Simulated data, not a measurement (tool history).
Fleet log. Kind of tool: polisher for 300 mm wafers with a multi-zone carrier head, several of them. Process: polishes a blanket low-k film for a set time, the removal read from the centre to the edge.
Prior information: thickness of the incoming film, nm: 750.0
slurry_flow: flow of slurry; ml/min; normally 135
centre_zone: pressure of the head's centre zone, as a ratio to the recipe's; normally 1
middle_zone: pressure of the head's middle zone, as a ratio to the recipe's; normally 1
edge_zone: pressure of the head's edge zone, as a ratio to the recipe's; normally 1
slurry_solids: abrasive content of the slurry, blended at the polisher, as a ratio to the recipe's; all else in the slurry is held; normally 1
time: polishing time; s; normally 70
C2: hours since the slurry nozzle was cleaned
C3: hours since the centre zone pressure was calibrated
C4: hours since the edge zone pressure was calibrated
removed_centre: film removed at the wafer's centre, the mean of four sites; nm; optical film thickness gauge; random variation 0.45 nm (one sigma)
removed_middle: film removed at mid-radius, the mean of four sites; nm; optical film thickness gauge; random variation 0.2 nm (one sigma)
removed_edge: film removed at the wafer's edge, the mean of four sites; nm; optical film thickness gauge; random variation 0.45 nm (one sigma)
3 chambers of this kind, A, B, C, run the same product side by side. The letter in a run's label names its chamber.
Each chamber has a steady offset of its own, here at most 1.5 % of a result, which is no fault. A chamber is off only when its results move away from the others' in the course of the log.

At day 0.021: chamber A: worn pad replaced by a new one.
Run 1B, day 0.217: usual settings; wafers polished on this pad 83; C2 462.4; C3 858.9; C4 190.1. Result: removed_centre 32.663 nm, removed_middle 32.752 nm, removed_edge 32.296 nm.
Run 2A, day 0.483: usual settings; wafers polished on this pad 83; C2 562.2; C3 279.2; C4 840.5. Result: removed_centre 32.041 nm, removed_middle 32.592 nm, removed_edge 32.627 nm.
Run 3C, day 0.883: usual settings; wafers polished on this pad 1250; C2 319.6; C3 446; C4 895.5. Result: removed_centre 33.363 nm, removed_middle 32.782 nm, removed_edge 32.411 nm.
Run 4B, day 1.271: usual settings; wafers polished on this pad 272; C2 487.7; C3 884.2; C4 215.4. Result: removed_centre 32.277 nm, removed_middle 32.603 nm, removed_edge 32.308 nm.
Run 5A, day 1.558: usual settings; wafers polished on this pad 275; C2 588; C3 305; C4 866.3. Result: removed_centre 31.197 nm, removed_middle 32.275 nm, removed_edge 32.496 nm.
Run 6C, day 1.883: usual settings; wafers polished on this pad 1429; C2 343.6; C3 470; C4 919.5. Result: removed_centre 32.217 nm, removed_middle 32.555 nm, removed_edge 31.774 nm.
Run 7C, day 2.338: usual settings; wafers polished on this pad 1510; C2 354.5; C3 480.9; C4 930.4. Result: removed_centre 32.259 nm, removed_middle 32.404 nm, removed_edge 31.748 nm.
At day 2.467: chamber C: worn pad replaced by a new one.
Run 8B, day 2.55: usual settings but middle_zone 1.09; wafers polished on this pad 500; C2 518.4; C3 914.9; C4 246.1. Result: removed_centre 31.881 nm, removed_middle 35.243 nm, removed_edge 31.82 nm.
Run 9A, day 2.883: usual settings but middle_zone 1.09; wafers polished on this pad 512; C2 619.8; C3 336.8; C4 898.1. Result: removed_centre 32.589 nm, removed_middle 35.163 nm, removed_edge 32.661 nm.
Run 10C, day 3.129: usual settings but middle_zone 1.09; wafers polished on this pad 118; C2 373.5; C3 499.9; C4 949.4. Result: removed_centre 32.256 nm, removed_middle 35.07 nm, removed_edge 32.083 nm.
Run 11B, day 3.358: usual settings; wafers polished on this pad 645; C2 537.8; C3 934.3; C4 265.5. Result: removed_centre 31.959 nm, removed_middle 32.569 nm, removed_edge 31.985 nm.
Run 12A, day 3.779: usual settings; wafers polished on this pad 672; C2 641.3; C3 358.3; C4 919.6. Result: removed_centre 31.38 nm, removed_middle 32.283 nm, removed_edge 32.336 nm.
At day 4.033: chamber B: worn pad replaced by a new one.
Run 13A, day 4.117: usual settings; wafers polished on this pad 733; C2 649.4; C3 366.4; C4 927.7. Result: removed_centre 32.573 nm, removed_middle 32.482 nm, removed_edge 32.052 nm.
Run 14B, day 4.375: usual settings; wafers polished on this pad 61; C2 562.2; C3 958.7; C4 289.9. Result: removed_centre 31.562 nm, removed_middle 31.688 nm, removed_edge 32.135 nm.
At day 4.5: chamber A: worn pad replaced by a new one.
Run 15C, day 4.842: usual settings; wafers polished on this pad 424; C2 414.6; C3 541; C4 990.5. Result: removed_centre 32.414 nm, removed_middle 32.665 nm, removed_edge 32.827 nm.
Run 16B, day 5.183: usual settings; wafers polished on this pad 206; C2 581.6; C3 978.1; C4 309.3. Result: removed_centre 31.197 nm, removed_middle 31.642 nm, removed_edge 30.977 nm.
Run 17C, day 5.588: usual settings; wafers polished on this pad 558; C2 432.5; C3 558.9; C4 1008.4. Result: removed_centre 32.812 nm, removed_middle 32.508 nm, removed_edge 32.201 nm.
Run 18A, day 6.021: usual settings but edge_zone 1.08, slurry_solids 1.25; wafers polished on this pad 272; C2 695.1; C3 412.1; C4 973.4. Result: removed_centre 35.557 nm, removed_middle 35.614 nm, removed_edge 36.678 nm.
Run 19C, day 6.312: usual settings but edge_zone 1.08, slurry_solids 1.25; wafers polished on this pad 688; C2 449.9; C3 576.3; C4 1025.8. Result: removed_centre 35.78 nm, removed_middle 36.041 nm, removed_edge 37.498 nm.
Run 20A, day 6.688: usual settings but edge_zone 1.08, slurry_solids 1.25; wafers polished on this pad 391; C2 711.1; C3 428.1; C4 989.4. Result: removed_centre 34.691 nm, removed_middle 35.793 nm, removed_edge 37.026 nm.
Run 21B, day 6.912: usual settings; wafers polished on this pad 515; C2 623.1; C3 1019.6; C4 350.8. Result: removed_centre 30.418 nm, removed_middle 31.347 nm, removed_edge 30.992 nm.
At day 7.208: chamber B: centre zone pressure recalibrated.
Run 22B, day 7.362: usual settings; wafers polished on this pad 596; C2 633.9; C3 3.8; C4 361.6. Result: removed_centre 30.478 nm, removed_middle 31.144 nm, removed_edge 31.327 nm.
Run 23A, day 7.7: usual settings; wafers polished on this pad 572; C2 735.4; C3 452.4; C4 1013.7. Result: removed_centre 32.027 nm, removed_middle 32.352 nm, removed_edge 33.074 nm.
At day 7.788: chamber B: worn pad replaced by a new one.
Run 24C, day 8.079: usual settings; wafers polished on this pad 1004; C2 492.3; C3 618.7; C4 1068.2. Result: removed_centre 32.372 nm, removed_middle 32.308 nm, removed_edge 31.678 nm.
Run 25B, day 8.321: usual settings; wafers polished on this pad 95; C2 656.9; C3 26.8; C4 384.6. Result: removed_centre 30.18 nm, removed_middle 31.08 nm, removed_edge 30.857 nm.
Run 26C, day 8.571: usual settings; wafers polished on this pad 1092; C2 504.1; C3 630.5; C4 1080. Result: removed_centre 33.082 nm, removed_middle 32.665 nm, removed_edge 32.199 nm.
Run 27A, day 8.958: usual settings but edge_zone 0.95; wafers polished on this pad 797; C2 765.6; C3 482.6; C4 1043.9. Result: removed_centre 31.887 nm, removed_middle 31.881 nm, removed_edge 31.802 nm.
Run 28C, day 9.367: usual settings but edge_zone 0.95; wafers polished on this pad 1234; C2 523.2; C3 649.6; C4 1099.1. Result: removed_centre 32.254 nm, removed_middle 32.977 nm, removed_edge 32.22 nm.
At day 9.529: chamber A: worn pad replaced by a new one.
Run 29B, day 9.829: usual settings but edge_zone 0.95; wafers polished on this pad 365; C2 693.1; C3 63; C4 420.8. Result: removed_centre 28.513 nm, removed_middle 30.395 nm, removed_edge 29.542 nm.
At day 9.912: chamber A: centre zone pressure recalibrated.
Run 30A, day 10.067: usual settings; wafers polished on this pad 96; C2 792.2; C3 3.8; C4 1070.5. Result: removed_centre 31.279 nm, removed_middle 32.159 nm, removed_edge 32.068 nm.
Run 31B, day 10.517: usual settings; wafers polished on this pad 488; C2 709.6; C3 79.5; C4 437.3. Result: removed_centre 29.596 nm, removed_middle 30.075 nm, removed_edge 31.005 nm.

Read the log: is a single chamber off, either drifting away or since a service, is the gauge that measures every chamber drifting, or is nothing wrong beyond small per-chamber offsets? Name any odd chamber and what most likely caused it.

It is chamber B that slowly wanders off from its peers.
What lies behind it: slurry flow missing at the pad, % = 29.5.

Which of the 4 candidates below, each the usual settings with something changed and its results left as question marks, puts chamber B back in line with what the other chambers give on the usual settings?
In-line tolerance around the mean of the other chambers on the usual settings: removed_centre 1.6 nm; removed_middle 0.69 nm; removed_edge 1.6 nm
Run 32B-1, day 10.854: usual settings but slurry_flow 130 ml/min, centre_zone 0.98, edge_zone 1.01, time 66 s. Result: removed_centre ?, removed_middle ?, removed_edge ?.
Run 32B-2, day 10.854: usual settings but slurry_flow 140 ml/min, centre_zone 1.03, middle_zone 1.01, edge_zone 0.99, time 74 s. Result: removed_centre ?, removed_middle ?, removed_edge ?.
Run 32B-3, day 10.854: usual settings but centre_zone 1.01, time 72 s. Result: removed_centre ?, removed_middle ?, removed_edge ?.
Run 32B-4, day 10.854: usual settings but centre_zone 0.99, time 68 s. Result: removed_centre ?, removed_middle ?, removed_edge ?.

Average result of the remaining chambers running the usual settings: removed_centre 32.236 nm; removed_middle 32.395 nm; removed_edge 32.279 nm
  run  removed_centre  removed_middle  removed_edge
32B-1          26.665          27.819        28.653
32B-2          32.374          32.154        32.246
32B-3          30.459          30.686        31.326
32B-4          28.144          28.984        29.586
32B-2 is the one that brings the chamber's results back in line with the other chambers.
